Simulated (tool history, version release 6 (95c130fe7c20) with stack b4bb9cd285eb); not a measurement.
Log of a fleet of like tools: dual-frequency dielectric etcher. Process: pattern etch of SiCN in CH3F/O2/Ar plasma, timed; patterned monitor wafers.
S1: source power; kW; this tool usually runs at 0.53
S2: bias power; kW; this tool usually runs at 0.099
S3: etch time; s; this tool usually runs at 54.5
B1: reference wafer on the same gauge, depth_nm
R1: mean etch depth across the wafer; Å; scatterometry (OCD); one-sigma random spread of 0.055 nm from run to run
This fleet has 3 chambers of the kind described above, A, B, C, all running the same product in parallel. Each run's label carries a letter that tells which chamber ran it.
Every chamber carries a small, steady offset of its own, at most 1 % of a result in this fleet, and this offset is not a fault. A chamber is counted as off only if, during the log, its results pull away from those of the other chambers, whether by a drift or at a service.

run 1B hour=12.3 | S1=0.53 S2=0.099 S3=54.5 | B1=28.693 | R1=253.23
run 2A hour=18.8 | S1=0.53 S2=0.099 S3=54.5 | B1=28.713 | R1=254.26
run 3C hour=27.1 | S1=0.53 S2=0.099 S3=54.5 | B1=28.687 | R1=253.17
run 4C hour=35.7 | S1=0.53 S2=0.099 S3=54.5 | B1=28.693 | R1=253.73
run 5B hour=49 | S1=0.53 S2=0.099 S3=54.5 | B1=28.711 | R1=252.48
run 6A hour=57.2 | S1=0.53 S2=0.099 S3=54.5 | B1=28.697 | R1=253.96
run 7C hour=65.7 | S1=0.53 S2=0.099 S3=54.5 | B1=28.706 | R1=254.68
run 8A hour=75.8 | S1=0.53 S2=0.099 S3=54.5 | B1=28.708 | R1=255.21
run 9B hour=86.9 | S1=0.53 S2=0.099 S3=54.5 | B1=28.693 | R1=252.22
run 10B hour=94.3 | S1=0.53 S2=0.099 S3=54.5 | B1=28.719 | R1=252.24
run 11A hour=106.9 | S1=0.53 S2=0.099 S3=54.5 | B1=28.702 | R1=255.15
run 12C hour=117.2 | S1=0.53 S2=0.099 S3=54.5 | B1=28.695 | R1=253.39
-- hour=125.4 chamber C: bias power generator calibrated
run 13C hour=127 | S1=0.53 S2=0.099 S3=54.5 | B1=28.705 | R1=257.02
run 14A hour=139.8 | S1=0.53 S2=0.099 S3=54.5 | B1=28.707 | R1=253.6
run 15B hour=153.2 | S1=0.53 S2=0.099 S3=54.5 | B1=28.693 | R1=253.09
run 16A hour=165.3 | S1=0.53 S2=0.099 S3=69 | B1=28.697 | R1=322.09
run 17B hour=177.8 | S1=0.53 S2=0.099 S3=69 | B1=28.687 | R1=318.55
run 18C hour=190 | S1=0.53 S2=0.099 S3=69 | B1=28.705 | R1=325.49
run 19C hour=202.3 | S1=0.53 S2=0.099 S3=54.5 | B1=28.685 | R1=256.01
run 20B hour=209.9 | S1=0.53 S2=0.099 S3=54.5 | B1=28.72 | R1=253.04
run 21A hour=216.1 | S1=0.53 S2=0.099 S3=54.5 | B1=28.687 | R1=255.01
run 22A hour=227.8 | S1=0.64 S2=0.081 S3=54.5 | B1=28.726 | R1=253.98
run 23B hour=239.4 | S1=0.64 S2=0.081 S3=54.5 | B1=28.71 | R1=252.97
run 24C hour=249.2 | S1=0.64 S2=0.081 S3=54.5 | B1=28.693 | R1=256.16
run 25A hour=261.3 | S1=0.53 S2=0.099 S3=54.5 | B1=28.697 | R1=254.53
run 26B hour=269.6 | S1=0.53 S2=0.099 S3=54.5 | B1=28.698 | R1=253.23
run 27C hour=279.6 | S1=0.53 S2=0.099 S3=54.5 | B1=28.693 | R1=256.53

Is one chamber off against the others, does the gauge drift, or is nothing wrong? If a chamber is off, say which, and what the likeliest cause is.

The work done on chamber C during a service left it standing apart from the others.
Most likely cause: bias power that arrives over what is set, % = 3.52.

Here are 4 candidates for chamber C's next run, each the usual settings with a change, their results left as question marks. Which one brings its results back in line with what the others give on the usual settings?
Allowed miss from the other chambers' usual-settings mean, per result, to count as in line: R1 2 Å
run 28C-1 hour=289.3 | S1=0.57 S2=0.099 S3=54.5 | R1=?
run 28C-2 hour=289.3 | S1=0.51 S2=0.095 S3=54.5 | R1=?
run 28C-3 hour=289.3 | S1=0.55 S2=0.099 S3=54.5 | R1=?
run 28C-4 hour=289.3 | S1=0.52 S2=0.097 S3=54.5 | R1=?

Usual-settings mean across the other chambers: R1 253.66 Å
run=28C-1 R1=263.89
run=28C-2 R1=249.26
run=28C-3 R1=260.37
run=28C-4 R1=253.03
28C-4 brings the chamber back in line.
